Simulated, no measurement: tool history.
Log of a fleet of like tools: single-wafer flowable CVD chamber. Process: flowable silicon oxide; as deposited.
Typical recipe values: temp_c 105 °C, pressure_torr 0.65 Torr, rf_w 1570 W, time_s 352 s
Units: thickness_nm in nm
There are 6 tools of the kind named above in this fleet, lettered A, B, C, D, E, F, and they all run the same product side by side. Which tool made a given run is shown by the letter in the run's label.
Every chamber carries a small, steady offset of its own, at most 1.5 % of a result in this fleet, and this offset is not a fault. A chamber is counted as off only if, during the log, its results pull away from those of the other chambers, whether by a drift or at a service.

| run | hour | temp_c | pressure_torr | rf_w | time_s | read-back reference wafer on the same gauge, thickness_nm | thickness_nm |
|---|---|---|---|---|---|---|---|
| 1D | 11.4 | 105 | 0.65 | 1570 | 352 | 116.99 | 130.34 |
| 2B | 26 | 105 | 0.65 | 1570 | 352 | 117.06 | 128.58 |
|  | 27.2 | chamber C: RF generator calibrated |
| 3F | 34 | 105 | 0.65 | 1570 | 352 | 116.93 | 129.08 |
| 4C | 45.2 | 105 | 0.65 | 1570 | 352 | 116.96 | 129.79 |
| 5A | 59.9 | 105 | 0.65 | 1570 | 352 | 116.97 | 129.18 |
| 6E | 67.4 | 105 | 0.65 | 1570 | 352 | 117.01 | 127.96 |
|  | 68 | chamber F: RF generator calibrated |
| 7A | 76.2 | 105 | 0.65 | 1570 | 352 | 117.07 | 128.98 |
| 8D | 86 | 105 | 0.65 | 1570 | 352 | 116.99 | 130.1 |
| 9B | 93.2 | 105 | 0.65 | 1570 | 352 | 117.03 | 128.88 |
| 10E | 100.8 | 105 | 0.65 | 1570 | 352 | 117.01 | 127.9 |
|  | 112.2 | chamber A: RF generator calibrated |
|  | 112.6 | chamber D: RF generator calibrated |
| 11C | 114.7 | 105 | 0.65 | 1570 | 352 | 117.02 | 129.31 |
| 12F | 129.4 | 105 | 0.65 | 1570 | 352 | 116.97 | 129.82 |
| 13F | 141.1 | 105 | 0.65 | 1570 | 352 | 116.97 | 129.54 |
| 14A | 154.2 | 105 | 0.65 | 1570 | 352 | 117.07 | 129.03 |
| 15E | 162.3 | 105 | 0.65 | 1570 | 352 | 117.03 | 127.81 |
| 16C | 171.4 | 105 | 0.65 | 1570 | 352 | 117.05 | 128.8 |
| 17D | 183.2 | 105 | 0.65 | 1570 | 352 | 117 | 130.49 |
| 18B | 199 | 105 | 0.65 | 1570 | 352 | 117.03 | 129.12 |
| 19B | 214.2 | 105 | 0.65 | 1570 | 352 | 117 | 129.1 |
| 20C | 222.1 | 105 | 0.65 | 1570 | 352 | 117.02 | 127.68 |
| 21D | 236.4 | 105 | 0.65 | 1570 | 352 | 116.98 | 130.43 |
| 22A | 244.5 | 105 | 0.65 | 1570 | 352 | 116.96 | 128.8 |
| 23E | 255.8 | 105 | 0.65 | 1570 | 352 | 117.05 | 127.87 |
| 24F | 265.4 | 105 | 0.804 | 1570 | 380 | 117.01 | 184.67 |
| 25E | 280.8 | 105 | 0.804 | 1570 | 380 | 116.98 | 183.91 |
| 26D | 288.9 | 105 | 0.804 | 1570 | 380 | 117.03 | 187.09 |
| 27B | 297.2 | 105 | 0.804 | 1570 | 380 | 116.99 | 185.28 |
| 28C | 311.5 | 105 | 0.804 | 1570 | 380 | 117.01 | 181.59 |
| 29A | 323.3 | 105 | 0.804 | 1570 | 380 | 116.92 | 185.06 |
|  | 333.5 | chamber D: capacitance manometer re-zeroed and calibrated |
| 30F | 337 | 105 | 0.65 | 1570 | 352 | 117 | 129.56 |
| 31E | 346.8 | 105 | 0.65 | 1570 | 352 | 117.02 | 127.8 |
| 32B | 353.9 | 105 | 0.65 | 1570 | 352 | 116.92 | 129.01 |
| 33C | 366 | 105 | 0.65 | 1570 | 352 | 116.96 | 125.8 |
| 34F | 378.2 | 105 | 0.65 | 1725 | 296 | 116.94 | 111.41 |
| 35A | 392.2 | 105 | 0.65 | 1725 | 296 | 117.01 | 110.92 |
| 36D | 403.5 | 105 | 0.65 | 1725 | 296 | 116.99 | 112.54 |

Has any chamber moved away from the others, gradually or after a service, or does the common gauge drift, or do the chambers differ only by their own small steady offsets? State the chamber and the most likely cause if one applies.

It is chamber C that slowly wanders off from its peers.
Likeliest cause: wafer temperature above the value expected at the setpoint (K) = 0.971.
The log may not tell that from: delivered RF power below the setpoint (%); true pressure below the setpoint (%).

Below are 4 candidate recipes for chamber C's next run, each the usual settings with a change, their results shown as question marks. Which of them brings C's results back in line with what the other chambers give on the usual settings?
In line here means within this much of the mean the other chambers give on the usual settings: thickness_nm 1.1 nm
| 37C-1 | 414.8 | 104 | 0.659 | 1575 | 354 |  | ? |
| 37C-2 | 414.8 | 105 | 0.664 | 1570 | 352 |  | ? |
| 37C-3 | 414.8 | 105 | 0.629 | 1565 | 347 |  | ? |
| 37C-4 | 414.8 | 105 | 0.636 | 1570 | 352 |  | ? |

The mean the other chambers reach with the usual settings: thickness_nm 129.19 nm
| run | thickness_nm |
|---|---|
| 37C-1 | 133.02 |
| 37C-2 | 129.08 |
| 37C-3 | 118.12 |
| 37C-4 | 121.74 |
37C-2 puts the chamber back in line with the other chambers.

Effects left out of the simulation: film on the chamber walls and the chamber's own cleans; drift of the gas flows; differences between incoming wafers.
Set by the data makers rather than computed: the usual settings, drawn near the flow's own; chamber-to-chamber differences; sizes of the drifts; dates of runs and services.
